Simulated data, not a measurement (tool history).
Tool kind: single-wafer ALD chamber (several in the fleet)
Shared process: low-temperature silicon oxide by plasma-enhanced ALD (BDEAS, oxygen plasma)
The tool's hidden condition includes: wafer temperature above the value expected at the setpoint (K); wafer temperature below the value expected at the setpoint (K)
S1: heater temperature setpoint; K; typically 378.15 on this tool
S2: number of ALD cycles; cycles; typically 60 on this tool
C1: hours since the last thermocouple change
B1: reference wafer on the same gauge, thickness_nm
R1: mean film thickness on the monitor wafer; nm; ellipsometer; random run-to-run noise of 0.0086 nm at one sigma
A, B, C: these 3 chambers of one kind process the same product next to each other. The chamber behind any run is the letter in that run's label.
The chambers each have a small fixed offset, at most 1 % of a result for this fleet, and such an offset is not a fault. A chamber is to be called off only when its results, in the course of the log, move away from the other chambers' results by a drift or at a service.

run 1B day=0.117 | S1=378.15 S2=60 | C1=482.1 | B1=8.6085 | R1=8.5064
run 2C day=0.338 | S1=378.15 S2=60 | C1=1398.6 | B1=8.6081 | R1=8.5602
run 3A day=0.508 | S1=378.15 S2=60 | C1=90.9 | B1=8.6052 | R1=8.4578
run 4C day=0.733 | S1=378.15 S2=60 | C1=1408.1 | B1=8.6040 | R1=8.5517
run 5B day=0.846 | S1=378.15 S2=60 | C1=499.6 | B1=8.6039 | R1=8.5010
run 6A day=1.008 | S1=378.15 S2=60 | C1=102.9 | B1=8.6007 | R1=8.4561
run 7C day=1.221 | S1=378.15 S2=60 | C1=1419.8 | B1=8.6002 | R1=8.5603
run 8B day=1.417 | S1=365.15 S2=60 | C1=513.3 | B1=8.5995 | R1=8.8181
run 9A day=1.525 | S1=365.15 S2=60 | C1=115.3 | B1=8.5977 | R1=8.7758
run 10C day=1.754 | S1=365.15 S2=60 | C1=1432.6 | B1=8.5969 | R1=8.8757
run 11B day=1.900 | S1=378.15 S2=60 | C1=524.9 | B1=8.5958 | R1=8.4858
run 12A day=2.025 | S1=378.15 S2=60 | C1=127.3 | B1=8.5946 | R1=8.4449
run 13B day=2.171 | S1=378.15 S2=60 | C1=531.4 | B1=8.5939 | R1=8.4849
run 14C day=2.371 | S1=378.15 S2=60 | C1=1447.4 | B1=8.5912 | R1=8.5265
run 15A day=2.508 | S1=378.15 S2=60 | C1=138.9 | B1=8.5905 | R1=8.4475
run 16A day=2.733 | S1=378.15 S2=60 | C1=144.3 | B1=8.5880 | R1=8.4306
run 17B day=2.867 | S1=369.15 S2=56 | C1=548.1 | B1=8.5861 | R1=8.1081
run 18C day=3.025 | S1=369.15 S2=56 | C1=1463.1 | B1=8.5862 | R1=8.1563
run 19C day=3.208 | S1=369.15 S2=56 | C1=1467.5 | B1=8.5859 | R1=8.1460
run 20B day=3.342 | S1=378.15 S2=60 | C1=559.5 | B1=8.5814 | R1=8.4803
run 21A day=3.475 | S1=378.15 S2=60 | C1=162.1 | B1=8.5848 | R1=8.4345
run 22C day=3.654 | S1=378.15 S2=60 | C1=1478.2 | B1=8.5794 | R1=8.5265
run 23B day=3.842 | S1=378.15 S2=60 | C1=571.5 | B1=8.5819 | R1=8.4855
run 24A day=3.983 | S1=378.15 S2=60 | C1=174.3 | B1=8.5761 | R1=8.4104
run 25B day=4.200 | S1=378.15 S2=60 | C1=580.1 | B1=8.5785 | R1=8.4902
run 26C day=4.342 | S1=378.15 S2=60 | C1=1494.7 | B1=8.5773 | R1=8.5212
run 27A day=4.492 | S1=378.15 S2=56 | C1=186.5 | B1=8.5739 | R1=7.8600

One chamber off, gauge drift, or nothing amiss beyond the chambers' own small offsets? If it is a chamber, which one, and what is the likeliest cause?

Gauge drift. The chambers move together only on paper, and none stands off.
Cause: gauge reads low (%) = 0.421.
